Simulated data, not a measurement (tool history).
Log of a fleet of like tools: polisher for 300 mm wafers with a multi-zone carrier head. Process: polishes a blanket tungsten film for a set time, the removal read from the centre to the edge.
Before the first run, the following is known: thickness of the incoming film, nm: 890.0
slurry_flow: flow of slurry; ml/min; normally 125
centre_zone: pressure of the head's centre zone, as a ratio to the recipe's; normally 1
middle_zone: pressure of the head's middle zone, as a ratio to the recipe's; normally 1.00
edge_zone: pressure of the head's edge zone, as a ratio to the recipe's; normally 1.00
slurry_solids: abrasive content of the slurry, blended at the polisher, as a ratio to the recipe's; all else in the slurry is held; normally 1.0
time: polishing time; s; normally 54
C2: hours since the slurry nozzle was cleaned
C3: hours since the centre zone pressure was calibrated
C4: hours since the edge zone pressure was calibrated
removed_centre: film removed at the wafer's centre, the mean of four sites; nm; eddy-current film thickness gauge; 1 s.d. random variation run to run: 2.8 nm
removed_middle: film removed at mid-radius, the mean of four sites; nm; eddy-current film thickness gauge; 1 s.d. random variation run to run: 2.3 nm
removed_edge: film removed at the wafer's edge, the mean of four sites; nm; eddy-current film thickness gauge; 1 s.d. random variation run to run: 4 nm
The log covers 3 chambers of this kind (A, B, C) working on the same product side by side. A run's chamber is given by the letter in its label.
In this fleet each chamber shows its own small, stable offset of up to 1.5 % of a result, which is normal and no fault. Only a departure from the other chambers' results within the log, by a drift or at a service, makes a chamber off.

Run 1A, hour 6.8: usual settings; wafers polished on this pad 617; C2 254.7; C3 290.1; C4 188.1. Result: removed_centre 340.54 nm, removed_middle 336.26 nm, removed_edge 341.91 nm.
At hour 10.4: chamber A: slurry nozzle cleaned.
Run 2B, hour 15.6: usual settings; wafers polished on this pad 196; C2 186.1; C3 339.2; C4 678.3. Result: removed_centre 335.20 nm, removed_middle 340.53 nm, removed_edge 341.77 nm.
At hour 26.3: chamber A: worn pad replaced by a new one.
Run 3C, hour 29.8: usual settings; wafers polished on this pad 828; C2 74.9; C3 117.5; C4 178.8. Result: removed_centre 340.40 nm, removed_middle 337.07 nm, removed_edge 341.83 nm.
Run 4C, hour 44.4: usual settings; wafers polished on this pad 958; C2 89.5; C3 132.1; C4 193.4. Result: removed_centre 342.59 nm, removed_middle 334.66 nm, removed_edge 341.33 nm.
Run 5A, hour 57.4: usual settings; wafers polished on this pad 276; C2 47.1; C3 340.7; C4 238.7. Result: removed_centre 341.88 nm, removed_middle 335.51 nm, removed_edge 348.97 nm.
Run 6B, hour 67.5: usual settings; wafers polished on this pad 657; C2 238.0; C3 391.1; C4 730.2. Result: removed_centre 332.91 nm, removed_middle 337.14 nm, removed_edge 342.89 nm.
Run 7B, hour 80.2: usual settings; wafers polished on this pad 769; C2 250.7; C3 403.8; C4 742.9. Result: removed_centre 341.49 nm, removed_middle 341.36 nm, removed_edge 346.11 nm.
Run 8C, hour 91.2: usual settings but edge_zone 1.08, slurry_solids 1.1; wafers polished on this pad 1373; C2 136.3; C3 178.9; C4 240.2. Result: removed_centre 344.23 nm, removed_middle 339.98 nm, removed_edge 357.04 nm.
Run 9A, hour 102.7: usual settings but edge_zone 1.08, slurry_solids 1.1; wafers polished on this pad 677; C2 92.4; C3 386.0; C4 284.0. Result: removed_centre 352.52 nm, removed_middle 348.67 nm, removed_edge 366.20 nm.
Run 10B, hour 112.9: usual settings but edge_zone 1.08, slurry_solids 1.1; wafers polished on this pad 1059; C2 283.4; C3 436.5; C4 775.6. Result: removed_centre 345.07 nm, removed_middle 345.31 nm, removed_edge 367.75 nm.
At hour 124.9: chamber A: worn pad replaced by a new one.
Run 11C, hour 125.1: usual settings but slurry_flow 170 ml/min, middle_zone 0.90; wafers polished on this pad 1673; C2 170.2; C3 212.8; C4 274.1. Result: removed_centre 355.03 nm, removed_middle 319.05 nm, removed_edge 349.56 nm.
Run 12A, hour 134.9: usual settings but slurry_flow 170 ml/min, middle_zone 0.90; wafers polished on this pad 89; C2 124.6; C3 418.2; C4 316.2. Result: removed_centre 363.37 nm, removed_middle 330.97 nm, removed_edge 355.20 nm.
At hour 140.9: chamber B: worn pad replaced by a new one.
Run 13C, hour 149.4: usual settings but slurry_flow 170 ml/min, middle_zone 0.90; wafers polished on this pad 1889; C2 194.5; C3 237.1; C4 298.4. Result: removed_centre 354.55 nm, removed_middle 314.89 nm, removed_edge 339.01 nm.
Run 14A, hour 161.9: usual settings; wafers polished on this pad 328; C2 151.6; C3 445.2; C4 343.2. Result: removed_centre 340.56 nm, removed_middle 341.25 nm, removed_edge 338.60 nm.
Run 15B, hour 171.6: usual settings; wafers polished on this pad 272; C2 342.1; C3 495.2; C4 834.3. Result: removed_centre 334.34 nm, removed_middle 339.83 nm, removed_edge 345.70 nm.
Run 16B, hour 184.3: usual settings; wafers polished on this pad 385; C2 354.8; C3 507.9; C4 847.0. Result: removed_centre 337.20 nm, removed_middle 341.56 nm, removed_edge 337.57 nm.
Run 17A, hour 194.7: usual settings; wafers polished on this pad 619; C2 184.4; C3 478.0; C4 376.0. Result: removed_centre 336.53 nm, removed_middle 336.58 nm, removed_edge 338.06 nm.
Run 18C, hour 205.0: usual settings but time 36 s; wafers polished on this pad 2382; C2 250.1; C3 292.7; C4 354.0. Result: removed_centre 219.24 nm, removed_middle 212.58 nm, removed_edge 215.92 nm.
Run 19B, hour 218.6: usual settings but time 36 s; wafers polished on this pad 689; C2 389.1; C3 542.2; C4 881.3. Result: removed_centre 225.63 nm, removed_middle 227.84 nm, removed_edge 230.60 nm.
At hour 221.7: chamber A: worn pad replaced by a new one.
Run 20C, hour 228.2: usual settings but time 36 s; wafers polished on this pad 2588; C2 273.3; C3 315.9; C4 377.2. Result: removed_centre 217.09 nm, removed_middle 213.34 nm, removed_edge 213.68 nm.
Run 21A, hour 242.2: usual settings; wafers polished on this pad 182; C2 231.9; C3 525.5; C4 423.5. Result: removed_centre 338.63 nm, removed_middle 337.59 nm, removed_edge 330.88 nm.
Run 22B, hour 249.7: usual settings; wafers polished on this pad 965; C2 420.2; C3 573.3; C4 912.4. Result: removed_centre 333.96 nm, removed_middle 340.47 nm, removed_edge 341.55 nm.
Run 23A, hour 256.4: usual settings; wafers polished on this pad 308; C2 246.1; C3 539.7; C4 437.7. Result: removed_centre 342.06 nm, removed_middle 340.14 nm, removed_edge 336.51 nm.
Run 24C, hour 271.1: usual settings; wafers polished on this pad 2968; C2 316.2; C3 358.8; C4 420.1. Result: removed_centre 318.20 nm, removed_middle 311.25 nm, removed_edge 316.82 nm.
At hour 277.5: chamber B: worn pad replaced by a new one.
Run 25C, hour 284.6: usual settings; wafers polished on this pad 3088; C2 329.7; C3 372.3; C4 433.6. Result: removed_centre 321.82 nm, removed_middle 311.98 nm, removed_edge 322.60 nm.
At hour 295.3: chamber A: centre zone pressure recalibrated.
Run 26B, hour 295.4: usual settings; wafers polished on this pad 158; C2 465.9; C3 619.0; C4 958.1. Result: removed_centre 337.28 nm, removed_middle 340.88 nm, removed_edge 346.42 nm.
At hour 299.1: chamber A: slurry nozzle cleaned.
Run 27A, hour 302.3: usual settings; wafers polished on this pad 715; C2 3.2; C3 7.1; C4 483.6. Result: removed_centre 335.02 nm, removed_middle 337.58 nm, removed_edge 342.25 nm.
At hour 304.2: chamber B: slurry nozzle cleaned.
At hour 305.3: chamber A: worn pad replaced by a new one.
Run 28B, hour 313.2: usual settings; wafers polished on this pad 316; C2 9.1; C3 636.8; C4 975.9. Result: removed_centre 336.89 nm, removed_middle 340.25 nm, removed_edge 337.66 nm.
Run 29C, hour 327.2: usual settings; wafers polished on this pad 3465; C2 372.3; C3 414.9; C4 476.2. Result: removed_centre 319.48 nm, removed_middle 307.63 nm, removed_edge 318.30 nm.
Run 30A, hour 338.7: usual settings but middle_zone 0.89; wafers polished on this pad 296; C2 39.6; C3 43.5; C4 520.0. Result: removed_centre 344.13 nm, removed_middle 304.05 nm, removed_edge 341.44 nm.
Run 31B, hour 348.4: usual settings but middle_zone 0.89; wafers polished on this pad 628; C2 44.3; C3 672.0; C4 1011.1. Result: removed_centre 333.90 nm, removed_middle 304.13 nm, removed_edge 337.22 nm.
Run 32C, hour 356.4: usual settings but middle_zone 0.89; wafers polished on this pad 3724; C2 401.5; C3 444.1; C4 505.4. Result: removed_centre 312.68 nm, removed_middle 278.73 nm, removed_edge 318.70 nm.
Run 33A, hour 365.0: usual settings; wafers polished on this pad 529; C2 65.9; C3 69.8; C4 546.3. Result: removed_centre 336.50 nm, removed_middle 339.03 nm, removed_edge 341.61 nm.
Run 34B, hour 374.1: usual settings; wafers polished on this pad 856; C2 70.0; C3 697.7; C4 1036.8. Result: removed_centre 335.27 nm, removed_middle 338.60 nm, removed_edge 341.76 nm.
Run 35A, hour 386.0: usual settings; wafers polished on this pad 715; C2 86.9; C3 90.8; C4 567.3. Result: removed_centre 334.90 nm, removed_middle 337.32 nm, removed_edge 351.50 nm.
Run 36C, hour 399.4: usual settings; wafers polished on this pad 4106; C2 444.5; C3 487.1; C4 548.4. Result: removed_centre 309.34 nm, removed_middle 300.39 nm, removed_edge 307.18 nm.

Predict what each chamber gives when all 3 of them run the settings below next.
Run 37A, hour 409.9: usual settings. Result: removed_centre ?, removed_middle ?, removed_edge ?.
Run 37B, hour 409.9: usual settings. Result: removed_centre ?, removed_middle ?, removed_edge ?.
Run 37C, hour 409.9: usual settings. Result: removed_centre ?, removed_middle ?, removed_edge ?.

run  removed_centre  removed_middle  removed_edge
37A          335.28          340.88        339.66
37B          337.97          339.81        339.48
37C          306.72          300.48        310.75
